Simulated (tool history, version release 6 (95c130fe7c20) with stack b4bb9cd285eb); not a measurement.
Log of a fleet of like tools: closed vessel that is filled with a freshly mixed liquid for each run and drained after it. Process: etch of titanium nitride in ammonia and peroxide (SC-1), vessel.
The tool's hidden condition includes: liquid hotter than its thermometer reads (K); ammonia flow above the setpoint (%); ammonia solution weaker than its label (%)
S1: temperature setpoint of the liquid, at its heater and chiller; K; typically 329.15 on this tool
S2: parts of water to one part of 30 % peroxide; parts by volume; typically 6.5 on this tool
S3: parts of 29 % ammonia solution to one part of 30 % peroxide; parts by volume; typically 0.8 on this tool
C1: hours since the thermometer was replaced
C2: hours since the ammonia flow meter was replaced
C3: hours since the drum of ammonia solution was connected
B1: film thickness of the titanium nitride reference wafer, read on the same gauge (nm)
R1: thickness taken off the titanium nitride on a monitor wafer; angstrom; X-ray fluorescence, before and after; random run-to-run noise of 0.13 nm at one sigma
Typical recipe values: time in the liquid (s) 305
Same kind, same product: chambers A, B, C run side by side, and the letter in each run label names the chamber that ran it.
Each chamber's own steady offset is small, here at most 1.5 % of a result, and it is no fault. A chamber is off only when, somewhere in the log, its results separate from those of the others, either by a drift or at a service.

run 1A day=0.179 | S1=329.15 S2=6.5 S3=0.8 time_in_the_liquid_(s)=305 | C1=125.1 C2=120.4 C3=682 | B1=110 | R1=373.16
run 2B day=0.346 | S1=329.15 S2=6.5 S3=0.8 time_in_the_liquid_(s)=305 | C1=1901.6 C2=544.1 C3=469.6 | B1=110.01 | R1=373.17
run 3C day=0.546 | S1=329.15 S2=6.5 S3=0.8 time_in_the_liquid_(s)=305 | C1=456.7 C2=145.6 C3=251.3 | B1=110 | R1=377.12
run 4B day=0.742 | S1=329.15 S2=6.5 S3=0.8 time_in_the_liquid_(s)=305 | C1=1911.1 C2=553.6 C3=479.1 | B1=110 | R1=370.19
-- day=0.771 chamber A: new drum of ammonia solution connected
run 5A day=0.867 | S1=329.15 S2=6.5 S3=0.8 time_in_the_liquid_(s)=305 | C1=141.6 C2=136.9 C3=2.3 | B1=109.97 | R1=372.23
run 6C day=1.083 | S1=329.15 S2=6.5 S3=0.8 time_in_the_liquid_(s)=365 | C1=469.6 C2=158.5 C3=264.2 | B1=110 | R1=450.24
run 7C day=1.258 | S1=329.15 S2=6.5 S3=0.8 time_in_the_liquid_(s)=365 | C1=473.8 C2=162.7 C3=268.4 | B1=110 | R1=445.7
run 8B day=1.383 | S1=329.15 S2=6.5 S3=0.8 time_in_the_liquid_(s)=365 | C1=1926.5 C2=569 C3=494.5 | B1=109.98 | R1=445.46
run 9A day=1.529 | S1=336.15 S2=9.5 S3=0.8 time_in_the_liquid_(s)=305 | C1=157.5 C2=152.8 C3=18.2 | B1=110 | R1=493.95
run 10A day=1.733 | S1=336.15 S2=9.5 S3=0.8 time_in_the_liquid_(s)=305 | C1=162.4 C2=157.7 C3=23.1 | B1=109.99 | R1=493.91
run 11B day=1.888 | S1=336.15 S2=9.5 S3=0.8 time_in_the_liquid_(s)=305 | C1=1938.6 C2=581.1 C3=506.6 | B1=109.98 | R1=485.96
run 12C day=1.988 | S1=329.15 S2=6.5 S3=0.45 time_in_the_liquid_(s)=305 | C1=491.3 C2=180.2 C3=285.9 | B1=110.01 | R1=344.54
run 13B day=2.212 | S1=329.15 S2=6.5 S3=0.45 time_in_the_liquid_(s)=305 | C1=1946.4 C2=588.9 C3=514.4 | B1=110 | R1=342.06
run 14C day=2.379 | S1=329.15 S2=6.5 S3=0.45 time_in_the_liquid_(s)=305 | C1=500.7 C2=189.6 C3=295.3 | B1=110.01 | R1=346.16
run 15A day=2.583 | S1=329.15 S2=8.5 S3=0.8 time_in_the_liquid_(s)=305 | C1=182.8 C2=178.1 C3=43.5 | B1=110.01 | R1=330.12
run 16B day=2.783 | S1=329.15 S2=8.5 S3=0.8 time_in_the_liquid_(s)=305 | C1=1960.1 C2=602.6 C3=528.1 | B1=109.97 | R1=326.86
run 17A day=2.896 | S1=329.15 S2=8.5 S3=0.8 time_in_the_liquid_(s)=305 | C1=190.3 C2=185.6 C3=51 | B1=109.99 | R1=327.04
run 18C day=3.096 | S1=329.15 S2=6.5 S3=0.8 time_in_the_liquid_(s)=305 | C1=517.9 C2=206.8 C3=312.5 | B1=110.01 | R1=382.61
run 19C day=3.229 | S1=329.15 S2=6.5 S3=0.8 time_in_the_liquid_(s)=305 | C1=521.1 C2=210 C3=315.7 | B1=110.02 | R1=382.41
run 20B day=3.35 | S1=329.15 S2=6.5 S3=0.8 time_in_the_liquid_(s)=305 | C1=1973.7 C2=616.2 C3=541.7 | B1=109.99 | R1=371.93
run 21A day=3.479 | S1=329.15 S2=6.5 S3=0.8 time_in_the_liquid_(s)=305 | C1=204.3 C2=199.6 C3=65 | B1=110.03 | R1=371.72
run 22A day=3.658 | S1=329.15 S2=6.5 S3=0.8 time_in_the_liquid_(s)=305 | C1=208.6 C2=203.9 C3=69.3 | B1=110 | R1=371.31
run 23B day=3.821 | S1=329.15 S2=6.5 S3=0.8 time_in_the_liquid_(s)=305 | C1=1985 C2=627.5 C3=553 | B1=110 | R1=374.25
run 24C day=4.017 | S1=329.15 S2=6.5 S3=0.8 time_in_the_liquid_(s)=305 | C1=540 C2=228.9 C3=334.6 | B1=110.01 | R1=383.84
run 25A day=4.117 | S1=329.15 S2=6.5 S3=0.8 time_in_the_liquid_(s)=305 | C1=219.6 C2=214.9 C3=80.3 | B1=110.01 | R1=374.51
-- day=4.154 chamber B: ammonia flow meter replaced
run 26C day=4.304 | S1=329.15 S2=6.5 S3=0.8 time_in_the_liquid_(s)=305 | C1=546.9 C2=235.8 C3=341.5 | B1=110 | R1=386.74
run 27B day=4.529 | S1=329.15 S2=6.5 S3=0.8 time_in_the_liquid_(s)=305 | C1=2002 C2=9.1 C3=570 | B1=110.03 | R1=371.82
run 28B day=4.633 | S1=329.15 S2=6.5 S3=0.8 time_in_the_liquid_(s)=305 | C1=2004.5 C2=11.6 C3=572.5 | B1=110 | R1=372.26
run 29C day=4.762 | S1=329.15 S2=6.5 S3=0.8 time_in_the_liquid_(s)=305 | C1=557.9 C2=246.8 C3=352.5 | B1=110.01 | R1=387.55
run 30A day=4.917 | S1=334.65 S2=8 S3=0.8 time_in_the_liquid_(s)=305 | C1=238.8 C2=234.1 C3=99.5 | B1=110.01 | R1=489.96
run 31B day=5.029 | S1=334.65 S2=8 S3=0.8 time_in_the_liquid_(s)=305 | C1=2014 C2=21.1 C3=582 | B1=109.99 | R1=479.34
run 32A day=5.138 | S1=334.65 S2=8 S3=0.8 time_in_the_liquid_(s)=305 | C1=244.1 C2=239.4 C3=104.8 | B1=110.01 | R1=489.8
run 33C day=5.333 | S1=329.15 S2=6.5 S3=0.8 time_in_the_liquid_(s)=305 | C1=571.6 C2=260.5 C3=366.2 | B1=110.01 | R1=387.89
run 34B day=5.492 | S1=329.15 S2=6.5 S3=0.8 time_in_the_liquid_(s)=305 | C1=2025.1 C2=32.2 C3=593.1 | B1=110 | R1=372.05
run 35C day=5.704 | S1=329.15 S2=6.5 S3=0.8 time_in_the_liquid_(s)=305 | C1=580.5 C2=269.4 C3=375.1 | B1=109.98 | R1=389.65
run 36A day=5.888 | S1=329.15 S2=6.5 S3=0.8 time_in_the_liquid_(s)=305 | C1=262.1 C2=257.4 C3=122.8 | B1=110.01 | R1=374.59
run 37C day=6 | S1=329.15 S2=6.5 S3=0.8 time_in_the_liquid_(s)=305 | C1=587.6 C2=276.5 C3=382.2 | B1=109.99 | R1=388.7
run 38A day=6.221 | S1=329.15 S2=6.5 S3=0.8 time_in_the_liquid_(s)=305 | C1=270.1 C2=265.4 C3=130.8 | B1=109.99 | R1=373.08
run 39B day=6.4 | S1=329.15 S2=6.5 S3=0.8 time_in_the_liquid_(s)=305 | C1=2046.9 C2=54 C3=614.9 | B1=110.01 | R1=369.2

For the next run the whole fleet of 3 chambers uses the same settings. Give each chamber's results:
run 40A day=6.567 | S1=329.15 S2=9 S3=0.8 time_in_the_liquid_(s)=305 | R1=?
run 40B day=6.567 | S1=329.15 S2=9 S3=0.8 time_in_the_liquid_(s)=305 | R1=?
run 40C day=6.567 | S1=329.15 S2=9 S3=0.8 time_in_the_liquid_(s)=305 | R1=?

run=40A R1=317.81
run=40B R1=318.44
run=40C R1=336.78

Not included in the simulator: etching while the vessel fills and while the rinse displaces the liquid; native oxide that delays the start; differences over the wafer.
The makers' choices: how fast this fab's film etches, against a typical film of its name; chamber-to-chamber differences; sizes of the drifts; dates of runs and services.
